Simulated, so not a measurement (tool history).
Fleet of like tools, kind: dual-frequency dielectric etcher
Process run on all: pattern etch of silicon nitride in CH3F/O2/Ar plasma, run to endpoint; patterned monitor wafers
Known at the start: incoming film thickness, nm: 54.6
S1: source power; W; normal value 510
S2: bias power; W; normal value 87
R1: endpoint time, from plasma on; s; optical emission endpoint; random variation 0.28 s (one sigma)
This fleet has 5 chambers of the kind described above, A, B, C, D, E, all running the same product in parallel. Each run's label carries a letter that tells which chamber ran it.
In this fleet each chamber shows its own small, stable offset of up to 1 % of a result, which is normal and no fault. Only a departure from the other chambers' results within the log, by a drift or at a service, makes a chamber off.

Run 1B, day 0.183: usual settings. Result: R1 66.997 s.
Run 2E, day 0.283: usual settings. Result: R1 67.235 s.
Run 3D, day 0.367: usual settings. Result: R1 67.516 s.
Run 4C, day 0.471: usual settings. Result: R1 67.384 s.
Run 5A, day 0.629: usual settings. Result: R1 67.055 s.
Run 6A, day 0.792: usual settings. Result: R1 66.972 s.
Run 7E, day 0.917: usual settings. Result: R1 68.153 s.
Run 8C, day 1.096: usual settings. Result: R1 67.377 s.
Run 9B, day 1.242: usual settings but S1 610 W, S2 104 W. Result: R1 58.748 s.
Run 10D, day 1.329: usual settings but S1 610 W, S2 104 W. Result: R1 59.381 s.
Run 11B, day 1.488: usual settings but S1 610 W, S2 104 W. Result: R1 58.895 s.
Run 12D, day 1.592: usual settings but S1 610 W, S2 104 W. Result: R1 59.601 s.
At day 1.633: chamber C: wet clean of the chamber.
Run 13C, day 1.696: usual settings but S1 610 W, S2 104 W. Result: R1 59.478 s.
Run 14A, day 1.8: usual settings. Result: R1 66.232 s.
Run 15E, day 1.908: usual settings. Result: R1 67.259 s.
Run 16C, day 2.067: usual settings. Result: R1 67.473 s.
Run 17D, day 2.221: usual settings but S1 450 W. Result: R1 70.635 s.
Run 18A, day 2.392: usual settings but S1 450 W. Result: R1 68.517 s.
Run 19E, day 2.488: usual settings but S1 450 W. Result: R1 70.733 s.
Run 20B, day 2.579: usual settings but S1 450 W. Result: R1 70.532 s.
Run 21D, day 2.75: usual settings but S1 450 W. Result: R1 70.741 s.
Run 22E, day 2.833: usual settings. Result: R1 67.41 s.
Run 23B, day 2.988: usual settings. Result: R1 67.468 s.
Run 24A, day 3.075: usual settings. Result: R1 65.261 s.
Run 25C, day 3.171: usual settings. Result: R1 68.018 s.
Run 26C, day 3.304: usual settings. Result: R1 67.627 s.
Run 27E, day 3.421: usual settings. Result: R1 68.024 s.
Run 28A, day 3.604: usual settings. Result: R1 64.766 s.
Run 29B, day 3.717: usual settings but S1 570 W. Result: R1 64.451 s.
Run 30D, day 3.9: usual settings but S1 570 W. Result: R1 64.719 s.
Run 31A, day 4.05: usual settings but S1 570 W. Result: R1 62.057 s.
Run 32B, day 4.2: usual settings but S1 570 W. Result: R1 64.156 s.
Run 33E, day 4.346: usual settings but S1 570 W. Result: R1 64.636 s.
Run 34D, day 4.529: usual settings. Result: R1 67.531 s.
Run 35C, day 4.65: usual settings. Result: R1 67.307 s.
Run 36C, day 4.838: usual settings. Result: R1 67.624 s.
Run 37A, day 4.946: usual settings. Result: R1 63.872 s.
Run 38E, day 5.133: usual settings. Result: R1 67.596 s.

Has any chamber moved away from the others, gradually or after a service, or does the common gauge drift, or do the chambers differ only by their own small steady offsets? State the chamber and the most likely cause if one applies.

Chamber A drifts away from the others.
Most likely cause: etch rate over this chamber's usual, % = 5.29.

Here are 4 candidates for chamber A's next run, each the usual settings with a change, their results left as question marks. Which one brings its results back in line with what the others give on the usual settings?
In line here means within this much of the mean the other chambers give on the usual settings: R1 0.99 s
Run 39A-1, day 5.267: usual settings but S2 101 W. Result: R1 ?.
Run 39A-2, day 5.267: usual settings but S1 500 W, S2 85 W. Result: R1 ?.
Run 39A-3, day 5.267: usual settings but S1 520 W, S2 89 W. Result: R1 ?.
Run 39A-4, day 5.267: usual settings but S1 470 W, S2 80 W. Result: R1 ?.

On the usual settings, the other chambers give on average: R1 67.415 s
  run      R1
39A-1  60.133
39A-2  64.448
39A-3  62.464
39A-4  67.418
It is 39A-4 that realigns the chamber with its peers.
